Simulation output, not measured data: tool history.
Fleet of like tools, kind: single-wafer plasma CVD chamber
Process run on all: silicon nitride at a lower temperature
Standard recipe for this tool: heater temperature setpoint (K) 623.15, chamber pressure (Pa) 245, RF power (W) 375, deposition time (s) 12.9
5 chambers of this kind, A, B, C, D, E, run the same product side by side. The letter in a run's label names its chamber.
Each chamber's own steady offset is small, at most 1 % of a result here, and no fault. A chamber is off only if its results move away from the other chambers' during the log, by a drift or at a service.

run,hour,heater temperature setpoint (K),chamber pressure (Pa),RF power (W),deposition time (s),hours since the last thermocouple change,hours since the last RF generator calibration,hours since the last manometer calibration,"read-back reference wafer on the same gauge, thickness_nm",mean film thickness on the monitor wafer (angstrom)
# hour 5.3: chamber A: RF generator calibrated
# hour 6.4: chamber E: thermocouple changed; heater temperature recalibrated
1C,6.7,623.15,245,375,12.9,225.7,794.6,2249.9,16.311,180.66
2D,11.7,623.15,245,375,12.9,134.9,2288.3,2319.8,16.301,184.26
3B,15.2,623.15,245,375,12.9,941.5,356.9,311.8,16.298,182.45
4A,20.9,623.15,245,375,12.9,449,15.7,917.6,16.283,180.96
5E,25.6,623.15,245,375,12.9,19.3,1235.5,43.8,16.327,182.05
6C,30.3,623.15,245,375,12.9,249.3,818.2,2273.5,16.296,180.96
7E,35.6,623.15,245,375,12.9,29.3,1245.5,53.8,16.282,182.35
8B,41.4,623.15,245,375,12.9,967.7,383.1,338,16.307,183.19
9D,48.9,623.15,245,375,12.9,172.1,2325.5,2357,16.29,182.07
10A,55.8,623.15,245,375,12.9,483.9,50.6,952.5,16.324,181.97
11B,62.5,623.15,245,375,12.9,988.8,404.2,359.1,16.307,182.74
12E,68.2,623.15,245,375,12.9,61.9,1278.1,86.4,16.294,183.89
13A,75.7,623.15,245,320,12.9,503.8,70.5,972.4,16.303,165.03
14C,79.9,623.15,245,320,12.9,298.9,867.8,2323.1,16.298,164.75
15D,84.3,623.15,245,320,12.9,207.5,2360.9,2392.4,16.291,164.38
16D,89.2,623.15,245,320,12.9,212.4,2365.8,2397.3,16.294,165.54
17C,94.8,623.15,245,320,12.9,313.8,882.7,2338,16.304,163.88
18E,100.1,623.15,245,375,12.9,93.8,1310,118.3,16.284,182.45
19B,106.6,623.15,245,375,12.9,1032.9,448.3,403.2,16.286,181.65
20A,112.1,623.15,245,375,12.9,540.2,106.9,1008.8,16.319,181.7
21A,118.7,623.15,245,375,12.9,546.8,113.5,1015.4,16.309,181.83
22B,126.2,623.15,245,375,12.9,1052.5,467.9,422.8,16.279,181.36
23D,129.9,623.15,245,375,12.9,253.1,2406.5,2438,16.309,183.15
24E,136.5,623.15,245,375,12.9,130.2,1346.4,154.7,16.304,181.61
# hour 138.9: chamber D: RF generator calibrated
25C,142.3,634.15,271,375,12.9,361.3,930.2,2385.5,16.297,185.23
26A,146.2,634.15,271,375,12.9,574.3,141,1042.9,16.302,186.28
27C,151,634.15,271,375,12.9,370,938.9,2394.2,16.318,184.7
28E,156.8,634.15,271,375,12.9,150.5,1366.7,175,16.303,186.63
29B,163.1,634.15,271,375,12.9,1089.4,504.8,459.7,16.318,182.97
30D,170,623.15,245,375,12.9,293.2,31.2,2478.1,16.308,182.67
31A,175.5,623.15,192,375,14.6,603.6,170.3,1072.2,16.299,192.11
32E,182.7,623.15,192,375,14.6,176.4,1392.6,200.9,16.31,192.96
33C,188.5,623.15,192,375,14.6,407.5,976.4,2431.7,16.295,191.58
34D,192.4,623.15,192,375,14.6,315.6,53.6,2500.5,16.297,193.51
35B,199.9,623.15,192,375,14.6,1126.2,541.6,496.5,16.28,185.36
36B,206.1,623.15,245,375,12.9,1132.4,547.8,502.7,16.313,173.74
37E,210.5,623.15,245,330,12.9,204.2,1420.4,228.7,16.304,168.5

For the next run the whole fleet of 5 chambers uses the same settings. Give each chamber's results:
38A,216.1,623.15,245,375,11.4,,,,,?
38B,216.1,623.15,245,375,11.4,,,,,?
38C,216.1,623.15,245,375,11.4,,,,,?
38D,216.1,623.15,245,375,11.4,,,,,?
38E,216.1,623.15,245,375,11.4,,,,,?

run,mean film thickness on the monitor wafer (angstrom)
38A,160.24
38B,152.9
38C,160.47
38D,162.14
38E,162.37
